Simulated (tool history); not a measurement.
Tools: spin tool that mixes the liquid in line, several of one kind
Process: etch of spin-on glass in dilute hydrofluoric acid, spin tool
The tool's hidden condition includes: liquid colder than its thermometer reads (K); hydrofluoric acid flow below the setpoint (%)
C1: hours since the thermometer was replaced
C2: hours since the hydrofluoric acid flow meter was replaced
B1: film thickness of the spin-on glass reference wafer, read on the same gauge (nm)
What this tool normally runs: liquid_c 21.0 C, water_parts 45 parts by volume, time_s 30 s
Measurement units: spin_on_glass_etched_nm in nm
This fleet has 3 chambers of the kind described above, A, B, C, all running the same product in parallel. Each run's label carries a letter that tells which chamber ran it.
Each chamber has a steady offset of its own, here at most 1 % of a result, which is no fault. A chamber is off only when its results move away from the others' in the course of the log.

{"run": "1A", "hour": 7.0, "liquid_c": 21.0, "water_parts": 45, "time_s": 30, "C1": 2307.4, "C2": 13.7, "B1": 109.97, "spin_on_glass_etched_nm": 17.582}
{"run": "2C", "hour": 12.2, "liquid_c": 21.0, "water_parts": 45, "time_s": 30, "C1": 2558.6, "C2": 617.1, "B1": 109.98, "spin_on_glass_etched_nm": 17.688}
{"run": "3B", "hour": 19.9, "liquid_c": 21.0, "water_parts": 45, "time_s": 30, "C1": 537.7, "C2": 283.6, "B1": 110.02, "spin_on_glass_etched_nm": 17.664}
{"hour": 21.9, "done": "chamber C: thermometer replaced"}
{"run": "4B", "hour": 25.2, "liquid_c": 21.0, "water_parts": 45, "time_s": 30, "C1": 543.0, "C2": 288.9, "B1": 110.01, "spin_on_glass_etched_nm": 17.973}
{"run": "5A", "hour": 31.9, "liquid_c": 21.0, "water_parts": 45, "time_s": 30, "C1": 2332.3, "C2": 38.6, "B1": 109.95, "spin_on_glass_etched_nm": 17.679}
{"run": "6C", "hour": 38.9, "liquid_c": 21.0, "water_parts": 45, "time_s": 30, "C1": 17.0, "C2": 643.8, "B1": 110.01, "spin_on_glass_etched_nm": 17.542}
{"run": "7B", "hour": 43.2, "liquid_c": 21.0, "water_parts": 45, "time_s": 30, "C1": 561.0, "C2": 306.9, "B1": 109.94, "spin_on_glass_etched_nm": 17.711}
{"run": "8A", "hour": 48.9, "liquid_c": 21.0, "water_parts": 35, "time_s": 50, "C1": 2349.3, "C2": 55.6, "B1": 110.04, "spin_on_glass_etched_nm": 38.757}
{"run": "9C", "hour": 54.4, "liquid_c": 21.0, "water_parts": 35, "time_s": 50, "C1": 32.5, "C2": 659.3, "B1": 110.01, "spin_on_glass_etched_nm": 38.387}
{"run": "10B", "hour": 61.4, "liquid_c": 21.0, "water_parts": 35, "time_s": 50, "C1": 579.2, "C2": 325.1, "B1": 110.04, "spin_on_glass_etched_nm": 38.087}
{"run": "11A", "hour": 68.6, "liquid_c": 21.0, "water_parts": 45, "time_s": 30, "C1": 2369.0, "C2": 75.3, "B1": 109.98, "spin_on_glass_etched_nm": 17.461}
{"run": "12C", "hour": 76.7, "liquid_c": 21.0, "water_parts": 45, "time_s": 30, "C1": 54.8, "C2": 681.6, "B1": 109.95, "spin_on_glass_etched_nm": 17.712}
{"run": "13C", "hour": 84.4, "liquid_c": 21.0, "water_parts": 45, "time_s": 30, "C1": 62.5, "C2": 689.3, "B1": 109.97, "spin_on_glass_etched_nm": 17.825}
{"run": "14B", "hour": 88.3, "liquid_c": 21.0, "water_parts": 45, "time_s": 30, "C1": 606.1, "C2": 352.0, "B1": 110.0, "spin_on_glass_etched_nm": 17.416}
{"run": "15A", "hour": 93.7, "liquid_c": 21.0, "water_parts": 45, "time_s": 30, "C1": 2394.1, "C2": 100.4, "B1": 110.07, "spin_on_glass_etched_nm": 17.497}
{"hour": 94.7, "done": "chamber B: thermometer replaced"}
{"run": "16C", "hour": 97.7, "liquid_c": 21.0, "water_parts": 55, "time_s": 30, "C1": 75.8, "C2": 702.6, "B1": 109.98, "spin_on_glass_etched_nm": 14.541}
{"run": "17B", "hour": 105.2, "liquid_c": 21.0, "water_parts": 55, "time_s": 30, "C1": 10.5, "C2": 368.9, "B1": 110.0, "spin_on_glass_etched_nm": 14.44}
{"run": "18A", "hour": 110.4, "liquid_c": 21.0, "water_parts": 55, "time_s": 30, "C1": 2410.8, "C2": 117.1, "B1": 109.98, "spin_on_glass_etched_nm": 14.158}
{"run": "19B", "hour": 118.7, "liquid_c": 21.0, "water_parts": 45, "time_s": 30, "C1": 24.0, "C2": 382.4, "B1": 109.99, "spin_on_glass_etched_nm": 17.59}
{"run": "20A", "hour": 123.0, "liquid_c": 21.0, "water_parts": 45, "time_s": 30, "C1": 2423.4, "C2": 129.7, "B1": 109.97, "spin_on_glass_etched_nm": 17.822}
{"run": "21C", "hour": 128.6, "liquid_c": 21.0, "water_parts": 45, "time_s": 30, "C1": 106.7, "C2": 733.5, "B1": 110.02, "spin_on_glass_etched_nm": 17.716}
{"run": "22B", "hour": 133.4, "liquid_c": 21.0, "water_parts": 45, "time_s": 30, "C1": 38.7, "C2": 397.1, "B1": 110.03, "spin_on_glass_etched_nm": 17.794}
{"run": "23C", "hour": 139.8, "liquid_c": 21.0, "water_parts": 45, "time_s": 30, "C1": 117.9, "C2": 744.7, "B1": 110.0, "spin_on_glass_etched_nm": 17.648}
{"run": "24A", "hour": 147.7, "liquid_c": 21.0, "water_parts": 45, "time_s": 15, "C1": 2448.1, "C2": 154.4, "B1": 109.99, "spin_on_glass_etched_nm": 8.8115}
{"run": "25A", "hour": 155.3, "liquid_c": 21.0, "water_parts": 45, "time_s": 15, "C1": 2455.7, "C2": 162.0, "B1": 109.99, "spin_on_glass_etched_nm": 8.712}
{"run": "26B", "hour": 162.5, "liquid_c": 21.0, "water_parts": 45, "time_s": 15, "C1": 67.8, "C2": 426.2, "B1": 109.98, "spin_on_glass_etched_nm": 8.7395}
{"run": "27C", "hour": 168.1, "liquid_c": 23.5, "water_parts": 55, "time_s": 30, "C1": 146.2, "C2": 773.0, "B1": 109.99, "spin_on_glass_etched_nm": 16.029}
{"run": "28C", "hour": 175.1, "liquid_c": 23.5, "water_parts": 55, "time_s": 30, "C1": 153.2, "C2": 780.0, "B1": 109.98, "spin_on_glass_etched_nm": 15.875}
{"run": "29B", "hour": 182.0, "liquid_c": 23.5, "water_parts": 55, "time_s": 30, "C1": 87.3, "C2": 445.7, "B1": 110.05, "spin_on_glass_etched_nm": 15.514}
{"run": "30A", "hour": 189.9, "liquid_c": 21.0, "water_parts": 45, "time_s": 30, "C1": 2490.3, "C2": 196.6, "B1": 109.98, "spin_on_glass_etched_nm": 17.428}
{"run": "31A", "hour": 194.3, "liquid_c": 21.0, "water_parts": 45, "time_s": 30, "C1": 2494.7, "C2": 201.0, "B1": 110.0, "spin_on_glass_etched_nm": 17.377}
{"run": "32B", "hour": 201.1, "liquid_c": 21.0, "water_parts": 45, "time_s": 30, "C1": 106.4, "C2": 464.8, "B1": 109.97, "spin_on_glass_etched_nm": 17.437}
{"run": "33C", "hour": 205.0, "liquid_c": 21.0, "water_parts": 45, "time_s": 30, "C1": 183.1, "C2": 809.9, "B1": 109.99, "spin_on_glass_etched_nm": 17.525}
{"run": "34A", "hour": 211.2, "liquid_c": 21.0, "water_parts": 45, "time_s": 45, "C1": 2511.6, "C2": 217.9, "B1": 110.04, "spin_on_glass_etched_nm": 26.472}
{"run": "35B", "hour": 218.1, "liquid_c": 21.0, "water_parts": 45, "time_s": 45, "C1": 123.4, "C2": 481.8, "B1": 109.99, "spin_on_glass_etched_nm": 26.551}
{"run": "36C", "hour": 222.0, "liquid_c": 21.0, "water_parts": 45, "time_s": 45, "C1": 200.1, "C2": 826.9, "B1": 109.97, "spin_on_glass_etched_nm": 26.885}
{"run": "37A", "hour": 227.2, "liquid_c": 21.0, "water_parts": 45, "time_s": 30, "C1": 2527.6, "C2": 233.9, "B1": 109.99, "spin_on_glass_etched_nm": 17.624}
{"run": "38C", "hour": 233.8, "liquid_c": 21.0, "water_parts": 45, "time_s": 30, "C1": 211.9, "C2": 838.7, "B1": 110.03, "spin_on_glass_etched_nm": 17.93}

Is one chamber out of step, is the gauge drifting, or do the chambers differ by no more than their own small offsets? For an off chamber, give its letter and the likeliest cause.

No chamber is off and the gauge is stable; the differences are just each chamber's small, constant offset.
